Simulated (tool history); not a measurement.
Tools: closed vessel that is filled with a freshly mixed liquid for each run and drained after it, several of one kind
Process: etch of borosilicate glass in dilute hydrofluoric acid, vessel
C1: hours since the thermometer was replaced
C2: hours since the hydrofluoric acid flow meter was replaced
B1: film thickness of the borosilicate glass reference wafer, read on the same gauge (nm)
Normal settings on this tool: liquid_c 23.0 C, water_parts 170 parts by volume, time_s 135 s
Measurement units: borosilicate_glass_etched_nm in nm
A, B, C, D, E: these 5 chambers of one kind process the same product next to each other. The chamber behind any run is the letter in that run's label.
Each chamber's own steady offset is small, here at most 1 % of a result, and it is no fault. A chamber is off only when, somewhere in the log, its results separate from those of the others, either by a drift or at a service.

run 1A day=0.117 | liquid_c=23.0 water_parts=170 time_s=135 | C1=2373.8 C2=826.7 | B1=60.016 | borosilicate_glass_etched_nm=15.0380
run 2E day=0.358 | liquid_c=23.0 water_parts=170 time_s=135 | C1=1366.7 C2=766.2 | B1=59.979 | borosilicate_glass_etched_nm=14.7680
run 3D day=0.571 | liquid_c=23.0 water_parts=170 time_s=135 | C1=983.8 C2=1151.0 | B1=60.007 | borosilicate_glass_etched_nm=15.0190
run 4B day=0.688 | liquid_c=23.0 water_parts=170 time_s=135 | C1=108.4 C2=335.6 | B1=59.990 | borosilicate_glass_etched_nm=15.0070
run 5C day=0.846 | liquid_c=23.0 water_parts=130 time_s=135 | C1=240.1 C2=1123.9 | B1=59.989 | borosilicate_glass_etched_nm=20.5960
run 6D day=0.971 | liquid_c=23.0 water_parts=130 time_s=135 | C1=993.4 C2=1160.6 | B1=60.009 | borosilicate_glass_etched_nm=20.5010
run 7E day=1.121 | liquid_c=23.0 water_parts=130 time_s=135 | C1=1385.0 C2=784.5 | B1=59.991 | borosilicate_glass_etched_nm=20.4590
run 8B day=1.329 | liquid_c=23.0 water_parts=130 time_s=135 | C1=123.8 C2=351.0 | B1=59.989 | borosilicate_glass_etched_nm=20.5080
run 9A day=1.500 | liquid_c=23.0 water_parts=130 time_s=135 | C1=2407.0 C2=859.9 | B1=59.989 | borosilicate_glass_etched_nm=20.6340
run 10C day=1.679 | liquid_c=23.0 water_parts=170 time_s=135 | C1=260.1 C2=1143.9 | B1=59.993 | borosilicate_glass_etched_nm=15.0250
run 11B day=1.917 | liquid_c=23.0 water_parts=170 time_s=135 | C1=137.9 C2=365.1 | B1=59.988 | borosilicate_glass_etched_nm=14.8970
run 12E day=2.079 | liquid_c=18.5 water_parts=235 time_s=135 | C1=1408.0 C2=807.5 | B1=59.974 | borosilicate_glass_etched_nm=8.4841
-- day=2.221 chamber E: thermometer replaced
run 13C day=2.329 | liquid_c=18.5 water_parts=235 time_s=135 | C1=275.7 C2=1159.5 | B1=59.987 | borosilicate_glass_etched_nm=8.4569
run 14D day=2.454 | liquid_c=18.5 water_parts=235 time_s=135 | C1=1029.0 C2=1196.2 | B1=59.996 | borosilicate_glass_etched_nm=8.6480
run 15A day=2.717 | liquid_c=18.5 water_parts=235 time_s=135 | C1=2436.2 C2=889.1 | B1=59.996 | borosilicate_glass_etched_nm=8.5969
run 16A day=2.904 | liquid_c=18.5 water_parts=235 time_s=135 | C1=2440.7 C2=893.6 | B1=59.964 | borosilicate_glass_etched_nm=8.5815
run 17D day=3.033 | liquid_c=23.0 water_parts=170 time_s=65 | C1=1042.9 C2=1210.1 | B1=59.988 | borosilicate_glass_etched_nm=7.2507
run 18C day=3.162 | liquid_c=23.0 water_parts=170 time_s=65 | C1=295.7 C2=1179.5 | B1=59.997 | borosilicate_glass_etched_nm=7.2087
run 19B day=3.404 | liquid_c=23.0 water_parts=170 time_s=65 | C1=173.6 C2=400.8 | B1=60.026 | borosilicate_glass_etched_nm=7.2898
run 20E day=3.529 | liquid_c=23.0 water_parts=170 time_s=65 | C1=31.5 C2=842.3 | B1=60.019 | borosilicate_glass_etched_nm=7.3304
run 21C day=3.704 | liquid_c=23.0 water_parts=170 time_s=65 | C1=308.7 C2=1192.5 | B1=60.017 | borosilicate_glass_etched_nm=7.2198
run 22D day=3.842 | liquid_c=23.0 water_parts=170 time_s=135 | C1=1062.3 C2=1229.5 | B1=60.003 | borosilicate_glass_etched_nm=15.2690
run 23B day=3.983 | liquid_c=23.0 water_parts=170 time_s=135 | C1=187.5 C2=414.7 | B1=60.020 | borosilicate_glass_etched_nm=15.1380
run 24E day=4.221 | liquid_c=23.0 water_parts=170 time_s=135 | C1=48.1 C2=858.9 | B1=60.033 | borosilicate_glass_etched_nm=15.0120
run 25A day=4.408 | liquid_c=23.0 water_parts=125 time_s=195 | C1=2476.8 C2=929.7 | B1=59.994 | borosilicate_glass_etched_nm=30.9390
run 26A day=4.521 | liquid_c=23.0 water_parts=125 time_s=195 | C1=2479.5 C2=932.4 | B1=60.007 | borosilicate_glass_etched_nm=30.8270
run 27D day=4.750 | liquid_c=23.0 water_parts=125 time_s=195 | C1=1084.1 C2=1251.3 | B1=60.006 | borosilicate_glass_etched_nm=31.4200
run 28B day=4.921 | liquid_c=23.0 water_parts=125 time_s=195 | C1=210.0 C2=437.2 | B1=59.995 | borosilicate_glass_etched_nm=31.0530
run 29E day=5.146 | liquid_c=23.0 water_parts=125 time_s=195 | C1=70.3 C2=881.1 | B1=60.014 | borosilicate_glass_etched_nm=30.9230
run 30C day=5.271 | liquid_c=23.0 water_parts=170 time_s=135 | C1=346.3 C2=1230.1 | B1=60.006 | borosilicate_glass_etched_nm=14.7590
run 31C day=5.400 | liquid_c=23.0 water_parts=170 time_s=135 | C1=349.4 C2=1233.2 | B1=59.997 | borosilicate_glass_etched_nm=14.9670
run 32D day=5.625 | liquid_c=23.0 water_parts=170 time_s=135 | C1=1105.1 C2=1272.3 | B1=60.014 | borosilicate_glass_etched_nm=15.3170
run 33B day=5.842 | liquid_c=23.0 water_parts=170 time_s=135 | C1=232.1 C2=459.3 | B1=60.029 | borosilicate_glass_etched_nm=15.0590
run 34A day=5.954 | liquid_c=23.0 water_parts=170 time_s=135 | C1=2513.9 C2=966.8 | B1=59.994 | borosilicate_glass_etched_nm=15.0280

All chambers now run identical settings, listed one chamber a line with results as question marks. What results will each chamber show?
run 35A day=6.142 | liquid_c=23.0 water_parts=170 time_s=65 | borosilicate_glass_etched_nm=?
run 35B day=6.142 | liquid_c=23.0 water_parts=170 time_s=65 | borosilicate_glass_etched_nm=?
run 35C day=6.142 | liquid_c=23.0 water_parts=170 time_s=65 | borosilicate_glass_etched_nm=?
run 35D day=6.142 | liquid_c=23.0 water_parts=170 time_s=65 | borosilicate_glass_etched_nm=?
run 35E day=6.142 | liquid_c=23.0 water_parts=170 time_s=65 | borosilicate_glass_etched_nm=?

run=35A borosilicate_glass_etched_nm=7.2446
run=35B borosilicate_glass_etched_nm=7.2529
run=35C borosilicate_glass_etched_nm=7.1730
run=35D borosilicate_glass_etched_nm=7.2334
run=35E borosilicate_glass_etched_nm=7.1914
